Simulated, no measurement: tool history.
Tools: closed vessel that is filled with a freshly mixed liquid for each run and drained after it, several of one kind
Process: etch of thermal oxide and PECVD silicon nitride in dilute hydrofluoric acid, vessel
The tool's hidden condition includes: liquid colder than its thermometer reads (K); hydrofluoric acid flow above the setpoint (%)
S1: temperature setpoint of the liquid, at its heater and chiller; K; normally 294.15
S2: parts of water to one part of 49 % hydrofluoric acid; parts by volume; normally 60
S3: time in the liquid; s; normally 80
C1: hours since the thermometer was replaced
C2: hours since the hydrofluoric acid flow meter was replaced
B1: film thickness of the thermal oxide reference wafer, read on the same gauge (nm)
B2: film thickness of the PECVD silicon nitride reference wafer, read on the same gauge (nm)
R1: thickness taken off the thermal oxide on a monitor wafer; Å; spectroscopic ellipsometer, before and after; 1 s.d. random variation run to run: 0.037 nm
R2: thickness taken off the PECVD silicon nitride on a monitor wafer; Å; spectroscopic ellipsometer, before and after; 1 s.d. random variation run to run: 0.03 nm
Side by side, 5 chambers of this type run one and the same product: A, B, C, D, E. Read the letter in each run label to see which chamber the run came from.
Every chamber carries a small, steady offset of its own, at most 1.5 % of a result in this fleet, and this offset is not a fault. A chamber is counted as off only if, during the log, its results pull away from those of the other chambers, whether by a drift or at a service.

run,hour,S1,S2,S3,C1,C2,B1,B2,R1,R2
1A,7.1,294.15,60,80,1072.6,981.5,70,80.002,55.374,62.012
2D,11.3,294.15,60,80,217.8,1680,69.952,80.018,55.44,61.063
3B,14.9,294.15,60,80,2046.8,1270,70.042,79.997,56.415,61.404
4E,20.6,294.15,60,80,1475.4,287.9,70.017,79.998,55.184,60.434
5C,24.9,294.15,60,80,1417.8,179,70.023,79.995,55.736,61.56
# hour 30.2: chamber B: thermometer replaced
6B,31.6,292.65,60,40,1.4,1286.7,69.98,79.995,26.148,27.671
7C,37.8,292.65,60,40,1430.7,191.9,69.97,80.006,25.736,27.602
8D,42.8,292.65,60,40,249.3,1711.5,69.963,80.003,26.134,27.663
9E,47,292.65,60,40,1501.8,314.3,70.028,79.994,26.052,27.314
10A,51.7,292.65,60,40,1117.2,1026.1,70.018,79.971,26.163,27.561
11B,55.7,294.15,60,80,25.5,1310.8,70,80.006,56.689,60.133
12E,61.5,294.15,60,80,1516.3,328.8,70.021,79.987,55.355,60.404
13D,68.3,294.15,60,80,274.8,1737,69.947,80.034,54.683,61.659
14A,74,294.15,60,80,1139.5,1048.4,70,80.007,55.498,61.94
15C,80,294.15,60,80,1472.9,234.1,69.98,79.995,55.127,61.287
16E,87.2,294.15,60,80,1542,354.5,70.032,79.996,55.643,60.752
17C,91,294.15,60,80,1483.9,245.1,69.98,80.023,55.282,61.369
18B,96.2,294.15,70,80,66,1351.3,69.973,80.03,47.49,52.611
19D,102.4,294.15,70,80,308.9,1771.1,69.999,79.985,47.13,52.745
20A,106.2,294.15,70,80,1171.7,1080.6,69.984,80.003,46.5,52.895
21A,112.2,294.15,70,80,1177.7,1086.6,69.987,80.011,46.843,52.725
22D,119.4,294.15,70,80,325.9,1788.1,69.994,80.005,46.934,52.391
23E,124.5,294.15,60,80,1579.3,391.8,69.998,79.98,55.026,60.745
24C,127.9,294.15,60,80,1520.8,282,70.004,79.991,54.869,61.164
25B,132,294.15,60,80,101.8,1387.1,69.974,80.014,56.297,60.968
26A,135.4,294.15,60,80,1200.9,1109.8,70.042,80.011,55.773,61.548
27E,142.1,294.15,60,80,1596.9,409.4,69.993,80.003,55.501,60.652
28B,147.6,294.15,60,80,117.4,1402.7,70.035,79.989,56.777,61.039
29C,154.8,294.15,60,80,1547.7,308.9,70.041,79.996,55.214,61.19
# hour 160.9: chamber E: hydrofluoric acid flow meter replaced
30D,162.4,294.15,60,80,368.9,1831.1,70.007,80.023,55.426,61.178
31D,166.8,294.15,60,80,373.3,1835.5,69.956,79.983,54.989,60.456
32E,173.4,294.15,60,80,1628.2,12.5,70.012,79.993,55.358,60.846
33B,180.8,297.65,60,115,150.6,1435.9,70.016,80.013,91.943,110.61
34A,185.1,297.65,60,115,1250.6,1159.5,69.995,79.999,91.874,112.36
35C,191.8,297.65,60,115,1584.7,345.9,70.026,80.015,92.516,111.13
36A,199.3,297.65,60,115,1264.8,1173.7,70.01,80.003,92.559,111.96
37B,206.1,297.65,60,115,175.9,1461.2,70.001,79.982,91.969,111.14
38D,209.4,294.15,60,80,415.9,1878.1,70.001,80.017,55.377,61.304

What goes on in this fleet: one chamber off, a drifting gauge, or nothing beyond the chambers' own small offsets? Name the chamber and the cause, if any.

No chamber is off and the gauge is stable; the differences are just each chamber's small, constant offset.
